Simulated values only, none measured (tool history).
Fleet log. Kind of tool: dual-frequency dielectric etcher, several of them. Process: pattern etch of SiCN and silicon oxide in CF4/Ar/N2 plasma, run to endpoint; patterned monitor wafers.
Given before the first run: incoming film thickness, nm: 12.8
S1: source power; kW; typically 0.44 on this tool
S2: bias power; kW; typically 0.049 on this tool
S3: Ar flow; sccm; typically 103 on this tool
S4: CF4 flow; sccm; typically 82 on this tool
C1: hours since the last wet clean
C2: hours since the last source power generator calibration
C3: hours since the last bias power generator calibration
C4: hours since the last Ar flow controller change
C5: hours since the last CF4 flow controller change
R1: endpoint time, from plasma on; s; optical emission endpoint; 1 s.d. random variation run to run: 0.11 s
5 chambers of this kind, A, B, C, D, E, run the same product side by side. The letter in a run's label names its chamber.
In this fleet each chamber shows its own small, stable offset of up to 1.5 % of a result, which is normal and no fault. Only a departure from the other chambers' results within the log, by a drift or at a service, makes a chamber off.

run,hour,S1,S2,S3,S4,C1,C2,C3,C4,C5,R1
1D,8.3,0.44,0.049,103,82,438.4,1202.5,867.4,705.2,759.6,16.603
2B,22.3,0.44,0.049,103,82,272.5,669.4,2281.3,4439,220.6,16.959
3C,32,0.44,0.049,103,82,184.7,1722.2,2338.4,1786.9,1038.5,16.655
4E,40.3,0.44,0.049,103,82,134.3,624.8,75.3,3136.7,508.3,16.962
5A,49.2,0.44,0.049,103,82,105,3878.8,1597.9,3304.8,195.7,17.004
6D,57.1,0.44,0.049,103,82,487.2,1251.3,916.2,754,808.4,16.588
7A,68,0.44,0.049,103,82,123.8,3897.6,1616.7,3323.6,214.5,16.75
8C,75,0.44,0.049,103,82,227.7,1765.2,2381.4,1829.9,1081.5,16.984
9B,81.9,0.44,0.049,103,82,332.1,729,2340.9,4498.6,280.2,16.932
10E,93.7,0.44,0.049,103,82,187.7,678.2,128.7,3190.1,561.7,16.84
# hour 95.9: chamber D: wet clean of the chamber
11A,100.8,0.44,0.049,103,82,156.6,3930.4,1649.5,3356.4,247.3,16.904
12B,114.8,0.44,0.049,103,82,365,761.9,2373.8,4531.5,313.1,17.084
# hour 118.6: chamber E: Ar flow controller replaced
13C,125.6,0.37,0.049,83,82,278.3,1815.8,2432,1880.5,1132.1,19.059
14E,136,0.37,0.049,83,82,230,720.5,171,17.4,604,18.724
15D,148.5,0.37,0.049,83,82,52.7,1342.7,1007.6,845.4,899.8,18.815
16D,159.1,0.37,0.049,83,82,63.3,1353.3,1018.2,856,910.4,18.885
17E,171.8,0.37,0.049,83,82,265.8,756.3,206.8,53.2,639.8,18.995
18A,184.7,0.44,0.049,103,82,240.5,4014.3,1733.4,3440.3,331.2,16.966
19B,196.5,0.44,0.049,103,82,446.7,843.6,2455.5,4613.2,394.8,17.165
20C,205.3,0.55,0.049,103,68,358,1895.5,2511.7,1960.2,1211.8,13.913
21B,212.1,0.55,0.049,103,68,462.3,859.2,2471.1,4628.8,410.4,14.363
22E,221,0.55,0.049,103,68,315,805.5,256,102.4,689,14.149
23A,234.2,0.55,0.049,103,68,290,4063.8,1782.9,3489.8,380.7,14.227
24C,240.5,0.55,0.049,103,68,393.2,1930.7,2546.9,1995.4,1247,13.819
# hour 250.3: chamber E: wet clean of the chamber
25D,251.1,0.44,0.049,103,82,155.3,1445.3,1110.2,948,1002.4,16.498
26B,259.9,0.44,0.049,103,82,510.1,907,2518.9,4676.6,458.2,17.077
27E,271.2,0.44,0.049,103,82,21,855.7,306.2,152.6,739.2,16.946
28C,282.2,0.44,0.049,103,82,434.9,1972.4,2588.6,2037.1,1288.7,16.373
29D,295.9,0.44,0.049,103,82,200.1,1490.1,1155,992.8,1047.2,16.532
30A,306.4,0.44,0.049,103,82,362.2,4136,1855.1,3562,452.9,16.911
31D,315.1,0.44,0.038,103,82,219.3,1509.3,1174.2,1012,1066.4,18.104
# hour 318.3: chamber C: wet clean of the chamber
32A,323.6,0.44,0.038,103,82,379.4,4153.2,1872.3,3579.2,470.1,18.214
33C,336.7,0.44,0.038,103,82,18.5,2026.9,2643.1,2091.6,1343.2,17.532

What goes on in this fleet: one chamber off, a drifting gauge, or nothing beyond the chambers' own small offsets? Name the chamber and the cause, if any.

It is chamber C that slowly wanders off from its peers.
Likeliest cause: source power that arrives over what is set, % = 4.1.

Which of the 4 candidates below, each the usual settings with something changed and its results left as question marks, puts chamber C back in line with what the other chambers give on the usual settings?
In line here means within this much of the mean the other chambers give on the usual settings: R1 0.4 s
34C-1,346.7,0.46,0.049,103,82,,,,,,?
34C-2,346.7,0.44,0.045,103,78,,,,,,?
34C-3,346.7,0.44,0.04,114,82,,,,,,?
34C-4,346.7,0.48,0.049,101,82,,,,,,?

Mean of the other chambers on the usual settings: R1 16.825 s
run,R1
34C-1,15.575
34C-2,16.78
34C-3,17.544
34C-4,14.936
34C-2 is the one that brings the chamber's results back in line with the other chambers.

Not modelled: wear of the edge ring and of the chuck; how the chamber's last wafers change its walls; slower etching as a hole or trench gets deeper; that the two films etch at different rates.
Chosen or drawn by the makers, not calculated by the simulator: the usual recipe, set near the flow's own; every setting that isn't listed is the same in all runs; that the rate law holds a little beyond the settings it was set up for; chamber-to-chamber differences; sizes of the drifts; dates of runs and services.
